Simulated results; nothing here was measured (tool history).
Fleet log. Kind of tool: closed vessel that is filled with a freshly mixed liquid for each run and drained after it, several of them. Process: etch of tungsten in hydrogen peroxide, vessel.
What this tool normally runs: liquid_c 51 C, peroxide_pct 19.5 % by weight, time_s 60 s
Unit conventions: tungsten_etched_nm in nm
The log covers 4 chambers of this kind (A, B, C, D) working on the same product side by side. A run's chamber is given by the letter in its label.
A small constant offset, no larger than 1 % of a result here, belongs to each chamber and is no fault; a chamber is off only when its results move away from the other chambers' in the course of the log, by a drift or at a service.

run	hour	liquid_c	peroxide_pct	time_s	read-back film thickness of the tungsten reference wafer, read on the same gauge (nm)	tungsten_etched_nm
1B	7.2	51	19.5	60	69.995	177.13
2A	14.9	51	19.5	60	69.967	172.62
3D	19.9	51	19.5	60	69.984	178.65
4C	23.5	51	19.5	60	69.999	178.01
5C	28.5	51	19.5	60	70.005	177.5
6B	32.6	51	19.5	60	70.004	179.1
7D	37.8	51	19.5	60	70.007	177.56
8A	43.8	51	19.5	60	69.999	176.77
9C	47.8	60.5	19.5	60	69.994	310.99
10A	53.6	60.5	19.5	60	70.001	309.3
11D	57.9	60.5	19.5	60	70.026	312.57
12B	65.7	60.5	19.5	60	70.002	315.09
13D	69.4	51	19.5	60	70.009	178.89
# hour 74: chamber B: thermometer replaced
14B	74.7	60.5	17.5	60	70.008	298.42
15C	80.7	60.5	17.5	60	69.978	290.86
16A	87.6	60.5	17.5	60	69.992	286.8
17A	92.3	60.5	17.5	60	69.992	285.36
18C	98.5	51	19.5	60	70.015	175.95
19B	103.9	51	19.5	60	70	179.57
20D	110.2	51	19.5	60	70.017	179.71
21D	115.4	51	19.5	60	69.988	178.73
22A	119.2	51	19.5	60	69.991	167.32
23B	123.7	51	19.5	60	69.984	178.64
24C	131.3	51	19.5	60	69.992	176.44
25D	135.5	42.5	19.5	60	70	104.45
# hour 142.4: chamber B: new drum of peroxide connected
26C	142.4	42.5	19.5	60	70.012	103.36
27B	150.1	42.5	19.5	60	70.009	105.2
28A	156.8	42.5	19.5	60	69.974	96.948
29D	164.7	51	19.5	60	69.968	179.56
30B	169.2	51	19.5	60	69.989	180.76

The same settings go to every chamber for the next run, one line per chamber below. Forecast the results for each:
31A	174.9	51	24.5	60		?
31B	174.9	51	24.5	60		?
31C	174.9	51	24.5	60		?
31D	174.9	51	24.5	60		?

run	tungsten_etched_nm
31A	183.27
31B	201.05
31C	196.32
31D	199.47
